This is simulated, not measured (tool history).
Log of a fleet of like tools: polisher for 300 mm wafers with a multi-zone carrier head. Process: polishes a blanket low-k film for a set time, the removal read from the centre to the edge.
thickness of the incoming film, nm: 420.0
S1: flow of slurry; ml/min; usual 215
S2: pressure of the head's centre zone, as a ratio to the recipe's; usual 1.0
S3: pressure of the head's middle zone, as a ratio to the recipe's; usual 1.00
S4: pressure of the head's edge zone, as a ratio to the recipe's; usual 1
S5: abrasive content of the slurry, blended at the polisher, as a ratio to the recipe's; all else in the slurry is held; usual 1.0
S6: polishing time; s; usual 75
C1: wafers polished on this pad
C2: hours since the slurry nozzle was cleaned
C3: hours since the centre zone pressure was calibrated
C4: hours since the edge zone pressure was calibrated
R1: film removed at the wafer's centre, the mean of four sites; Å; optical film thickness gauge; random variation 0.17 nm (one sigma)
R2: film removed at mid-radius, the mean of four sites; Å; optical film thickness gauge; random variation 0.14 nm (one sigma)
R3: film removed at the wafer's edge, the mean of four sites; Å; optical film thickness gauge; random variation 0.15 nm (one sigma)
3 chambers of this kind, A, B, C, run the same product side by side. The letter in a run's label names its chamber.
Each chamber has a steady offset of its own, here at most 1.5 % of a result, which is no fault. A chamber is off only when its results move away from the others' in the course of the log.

run 1B hour=11.1 | S1=215 S2=1.0 S3=1.00 S4=1 S5=1.0 S6=75 | C1=607 C2=293.8 C3=394.1 C4=866.9 | R1=173.99 R2=175.58 R3=175.82
run 2A hour=22.6 | S1=215 S2=1.0 S3=1.00 S4=1 S5=1.0 S6=75 | C1=536 C2=348.0 C3=859.7 C4=141.7 | R1=174.38 R2=175.60 R3=174.42
-- hour=28.3 chamber B: worn pad replaced by a new one
run 3C hour=32.6 | S1=215 S2=1.0 S3=1.00 S4=1 S5=1.0 S6=75 | C1=1640 C2=45.6 C3=214.7 C4=803.1 | R1=175.91 R2=175.31 R3=172.53
-- hour=33.3 chamber C: worn pad replaced by a new one
run 4A hour=38.6 | S1=215 S2=1.0 S3=1.00 S4=1 S5=1.0 S6=75 | C1=708 C2=364.0 C3=875.7 C4=157.7 | R1=177.82 R2=175.25 R3=175.45
run 5B hour=47.5 | S1=215 S2=1.0 S3=1.00 S4=1 S5=1.0 S6=75 | C1=208 C2=330.2 C3=430.5 C4=903.3 | R1=172.85 R2=177.61 R3=174.15
run 6C hour=58.0 | S1=215 S2=1.0 S3=1.00 S4=1 S5=1.0 S6=75 | C1=267 C2=71.0 C3=240.1 C4=828.5 | R1=176.01 R2=174.40 R3=174.97
run 7A hour=64.6 | S1=215 S2=1.0 S3=1.00 S4=1 S5=1.0 S6=75 | C1=989 C2=390.0 C3=901.7 C4=183.7 | R1=176.06 R2=177.03 R3=176.97
-- hour=69.6 chamber B: edge zone pressure recalibrated
run 8C hour=75.2 | S1=215 S2=1.0 S3=1.00 S4=1 S5=1.0 S6=75 | C1=453 C2=88.2 C3=257.3 C4=845.7 | R1=179.17 R2=173.97 R3=175.90
run 9B hour=83.1 | S1=215 S2=0.9 S3=1.00 S4=1 S5=0.7 S6=75 | C1=592 C2=365.8 C3=466.1 C4=13.6 | R1=131.98 R2=147.72 R3=149.21
run 10C hour=91.1 | S1=215 S2=0.9 S3=1.00 S4=1 S5=0.7 S6=75 | C1=624 C2=104.1 C3=273.2 C4=861.6 | R1=130.08 R2=148.05 R3=146.60
run 11B hour=97.0 | S1=215 S2=0.9 S3=1.00 S4=1 S5=0.7 S6=75 | C1=742 C2=379.7 C3=480.0 C4=27.5 | R1=129.67 R2=148.20 R3=147.62
-- hour=99.1 chamber B: worn pad replaced by a new one
run 12A hour=105.5 | S1=215 S2=1.0 S3=1.00 S4=1 S5=1.0 S6=75 | C1=1431 C2=430.9 C3=942.6 C4=224.6 | R1=174.12 R2=176.75 R3=177.36
run 13B hour=114.5 | S1=215 S2=1.0 S3=1.00 S4=1 S5=1.0 S6=75 | C1=166 C2=397.2 C3=497.5 C4=45.0 | R1=177.27 R2=177.07 R3=178.23
run 14C hour=123.0 | S1=185 S2=1.0 S3=1.11 S4=1 S5=1.0 S6=75 | C1=969 C2=136.0 C3=305.1 C4=893.5 | R1=170.87 R2=187.86 R3=169.71
run 15A hour=133.4 | S1=185 S2=1.0 S3=1.11 S4=1 S5=1.0 S6=75 | C1=1732 C2=458.8 C3=970.5 C4=252.5 | R1=172.19 R2=185.08 R3=172.85
run 16B hour=144.1 | S1=185 S2=1.0 S3=1.11 S4=1 S5=1.0 S6=75 | C1=485 C2=426.8 C3=527.1 C4=74.6 | R1=174.18 R2=194.04 R3=168.68
run 17A hour=156.0 | S1=240 S2=1.0 S3=0.96 S4=1 S5=1.0 S6=75 | C1=1976 C2=481.4 C3=993.1 C4=275.1 | R1=178.39 R2=167.54 R3=175.15
-- hour=160.8 chamber C: worn pad replaced by a new one
run 18C hour=162.0 | S1=240 S2=1.0 S3=0.96 S4=1 S5=1.0 S6=75 | C1=13 C2=175.0 C3=344.1 C4=932.5 | R1=176.81 R2=173.01 R3=180.21
-- hour=169.7 chamber B: worn pad replaced by a new one
run 19B hour=172.4 | S1=240 S2=1.0 S3=0.96 S4=1 S5=1.0 S6=75 | C1=29 C2=455.1 C3=555.4 C4=102.9 | R1=179.45 R2=172.12 R3=176.73
run 20A hour=182.7 | S1=215 S2=1.0 S3=1.00 S4=1 S5=1.0 S6=75 | C1=2264 C2=508.1 C3=1019.8 C4=301.8 | R1=169.10 R2=169.13 R3=168.06
run 21C hour=195.2 | S1=215 S2=1.0 S3=1.00 S4=1 S5=1.0 S6=75 | C1=371 C2=208.2 C3=377.3 C4=965.7 | R1=177.87 R2=175.27 R3=175.69
run 22B hour=202.5 | S1=215 S2=1.0 S3=1.00 S4=1 S5=1.0 S6=75 | C1=354 C2=485.2 C3=585.5 C4=133.0 | R1=177.07 R2=179.94 R3=177.47
run 23C hour=212.7 | S1=215 S2=1.0 S3=1.00 S4=1 S5=1.0 S6=75 | C1=560 C2=225.7 C3=394.8 C4=983.2 | R1=176.51 R2=173.35 R3=177.44
run 24A hour=218.8 | S1=215 S2=1.0 S3=1.00 S4=1 S5=1.0 S6=75 | C1=2654 C2=544.2 C3=1055.9 C4=337.9 | R1=160.29 R2=163.12 R3=164.81
run 25C hour=226.1 | S1=215 S2=1.0 S3=1.00 S4=1 S5=1.0 S6=75 | C1=705 C2=239.1 C3=408.2 C4=996.6 | R1=171.78 R2=177.02 R3=174.25
run 26B hour=235.7 | S1=215 S2=1.0 S3=1.00 S4=1 S5=1.0 S6=75 | C1=712 C2=518.4 C3=618.7 C4=166.2 | R1=174.24 R2=178.18 R3=178.72
-- hour=237.4 chamber B: worn pad replaced by a new one
run 27A hour=246.6 | S1=215 S2=1.0 S3=1.00 S4=1 S5=1.0 S6=75 | C1=2954 C2=572.0 C3=1083.7 C4=365.7 | R1=158.15 R2=159.46 R3=160.79
run 28A hour=258.2 | S1=215 S2=1.0 S3=1.00 S4=1 S5=1.0 S6=75 | C1=3080 C2=583.6 C3=1095.3 C4=377.3 | R1=159.78 R2=155.17 R3=155.82
run 29B hour=268.6 | S1=215 S2=1.0 S3=1.00 S4=1 S5=1.0 S6=75 | C1=336 C2=551.3 C3=651.6 C4=199.1 | R1=176.51 R2=179.32 R3=176.54

All 3 chambers run these settings next. Forecast each chamber's results:
run 30A hour=277.9 | S1=215 S2=1.0 S3=1.00 S4=1 S5=1.0 S6=75 | R1=? R2=? R3=?
run 30B hour=277.9 | S1=215 S2=1.0 S3=1.00 S4=1 S5=1.0 S6=75 | R1=? R2=? R3=?
run 30C hour=277.9 | S1=215 S2=1.0 S3=1.00 S4=1 S5=1.0 S6=75 | R1=? R2=? R3=?

run=30A R1=155.66 R2=154.62 R3=157.00
run=30B R1=175.06 R2=175.97 R3=175.29
run=30C R1=174.90 R2=175.43 R3=175.22

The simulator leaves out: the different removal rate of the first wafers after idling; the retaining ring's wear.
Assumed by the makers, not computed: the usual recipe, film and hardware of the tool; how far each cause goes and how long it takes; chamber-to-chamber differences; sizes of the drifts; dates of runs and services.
